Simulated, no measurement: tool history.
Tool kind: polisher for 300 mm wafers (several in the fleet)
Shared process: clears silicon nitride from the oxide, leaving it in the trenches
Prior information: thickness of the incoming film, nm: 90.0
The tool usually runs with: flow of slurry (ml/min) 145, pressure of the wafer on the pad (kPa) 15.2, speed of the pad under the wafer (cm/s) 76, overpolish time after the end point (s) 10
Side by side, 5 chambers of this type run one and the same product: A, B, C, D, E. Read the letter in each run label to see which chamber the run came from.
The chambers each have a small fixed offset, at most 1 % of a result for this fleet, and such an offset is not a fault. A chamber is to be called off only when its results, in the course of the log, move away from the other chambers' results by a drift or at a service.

run    day  flow of slurry (ml/min)  pressure of the wafer on the pad (kPa)  speed of the pad under the wafer (cm/s)  overpolish time after the end point (s)  wafers polished on this pad  hours since the slurry nozzle was cleaned  hours since the head pressure was calibrated  time until the end point was called (s)
     0.058  -- chamber A: slurry nozzle cleaned
 1E  0.250                      145                                    15.2                                       76                                       10                          552                                      388.2                                         375.9                                   155.11
 2A  0.562                      145                                    15.2                                       76                                       10                           78                                       12.1                                        1085.4                                   155.52
 3C  0.725                      145                                    15.2                                       76                                       10                          305                                       98.6                                         174.9                                   154.80
 4B  0.900                      145                                    15.2                                       76                                       10                         1038                                      115.1                                        1024.6                                   153.31
     1.096  -- chamber D: worn pad replaced by a new one
 5D  1.208                      110                                    15.2                                       76                                       10                           14                                      368.1                                         559.2                                   159.26
 6C  1.433                      110                                    15.2                                       76                                       10                          394                                      115.6                                         191.9                                   167.95
 7B  1.646                      110                                    15.2                                       76                                       10                         1132                                      133.0                                        1042.5                                   167.07
 8A  1.946                      110                                    15.2                                       76                                       10                          253                                       45.3                                        1118.6                                   163.79
 9D  2.108                      110                                    15.2                                       76                                       10                          128                                      389.7                                         580.8                                   166.48
10E  2.400                      145                                    15.2                                       76                                       10                          824                                      439.8                                         427.5                                   153.95
11B  2.692                      145                                    15.2                                       76                                       10                         1265                                      158.1                                        1067.6                                   157.83
12C  2.908                      145                                    15.2                                       76                                       10                          580                                      151.0                                         227.3                                   154.79
13E  3.125                      145                                    15.2                                       88                                       10                          915                                      457.2                                         444.9                                   134.96
14D  3.421                      145                                    15.2                                       88                                       10                          293                                      421.2                                         612.3                                   131.72
15A  3.771                      145                                    15.2                                       88                                       10                          483                                       89.1                                        1162.4                                   130.19
     4.083  -- chamber E: worn pad replaced by a new one
16C  4.129                      145                                    15.2                                       88                                       10                          734                                      180.3                                         256.6                                   138.80
     4.225  -- chamber C: worn pad replaced by a new one
17D  4.479                      145                                    15.2                                       88                                       10                          427                                      446.6                                         637.7                                   134.63
18E  4.846                      145                                    15.2                                       76                                       10                           96                                      498.5                                         486.2                                   155.03
     4.867  -- chamber B: slurry nozzle cleaned
19B  5.146                      145                                    15.2                                       76                                       10                         1575                                        6.7                                        1126.5                                   160.48
20A  5.312                      145                                    15.2                                       76                                       10                          678                                      126.1                                        1199.4                                   154.16
21D  5.604                      145                                    15.2                                       64                                       10                          569                                      473.6                                         664.7                                   183.82
22E  5.796                      145                                    15.2                                       64                                       10                          216                                      521.3                                         509.0                                   184.04
23B  5.988                      145                                    15.2                                       64                                       10                         1681                                       26.9                                        1146.7                                   185.36
24A  6.283                      145                                    15.2                                       64                                       10                          801                                      149.4                                        1222.7                                   183.90
25C  6.546                      145                                    15.2                                       64                                       10                          293                                      238.3                                         314.6                                   184.42
26C  6.908                      145                                    15.2                                       76                                       10                          339                                      247.0                                         323.3                                   155.15
27B  7.133                      165                                    17.9                                       76                                       10                         1826                                       54.4                                        1174.2                                   133.40
     7.229  -- chamber D: slurry nozzle cleaned
28E  7.338                      165                                    17.9                                       76                                       10                          411                                      558.3                                         546.0                                   129.34
     7.642  -- chamber A: worn pad replaced by a new one
29A  7.646                      165                                    17.9                                       76                                       10                            1                                      182.1                                        1255.4                                   126.06
30D  7.858                      165                                    17.9                                       76                                       10                          854                                       15.2                                         718.8                                   129.06
31B  8.129                      165                                    17.9                                       76                                       10                         1951                                       78.3                                        1198.1                                   135.22
32C  8.333                      145                                    15.2                                       76                                       10                          519                                      281.2                                         357.5                                   157.68
33D  8.533                      145                                    15.2                                       76                                       10                          939                                       31.4                                         735.0                                   155.91
34E  8.808                      145                                    15.2                                       76                                       10                          596                                      593.6                                         581.3                                   156.57
35A  9.121                      145                                    15.2                                       76                                       10                          187                                      217.5                                        1290.8                                   153.04

One chamber off, gauge drift, or nothing amiss beyond the chambers' own small offsets? If it is a chamber, which one, and what is the likeliest cause?

It is chamber B that slowly wanders off from its peers.
What lies behind it: removal rate lost through wear of the pad, % = 6.44.
The log may not separate it from: head's pressure below its setpoint, %.

Which of the 4 candidates below, each the usual settings with something changed and its results left as question marks, puts chamber B back in line with what the other chambers give on the usual settings?
Allowed miss from the other chambers' usual-settings mean, per result, to count as in line: time until the end point was called (s) 6.70
36B-1  9.388                      195                                    15.2                                       76                                       10                                                                                                                                                              ?
36B-2  9.388                      145                                    16.5                                       80                                       10                                                                                                                                                              ?
36B-3  9.388                      145                                    14.5                                       74                                       10                                                                                                                                                              ?
36B-4  9.388                      145                                    13.8                                       72                                       10                                                                                                                                                              ?

Other chambers, usual settings, mean: time until the end point was called (s) 155.37
  run  time until the end point was called (s)
36B-1                                   156.89
36B-2                                   142.96
36B-3                                   176.62
36B-4                                   190.59
The answer is 36B-1, which returns the chamber to within the allowed miss of the others.

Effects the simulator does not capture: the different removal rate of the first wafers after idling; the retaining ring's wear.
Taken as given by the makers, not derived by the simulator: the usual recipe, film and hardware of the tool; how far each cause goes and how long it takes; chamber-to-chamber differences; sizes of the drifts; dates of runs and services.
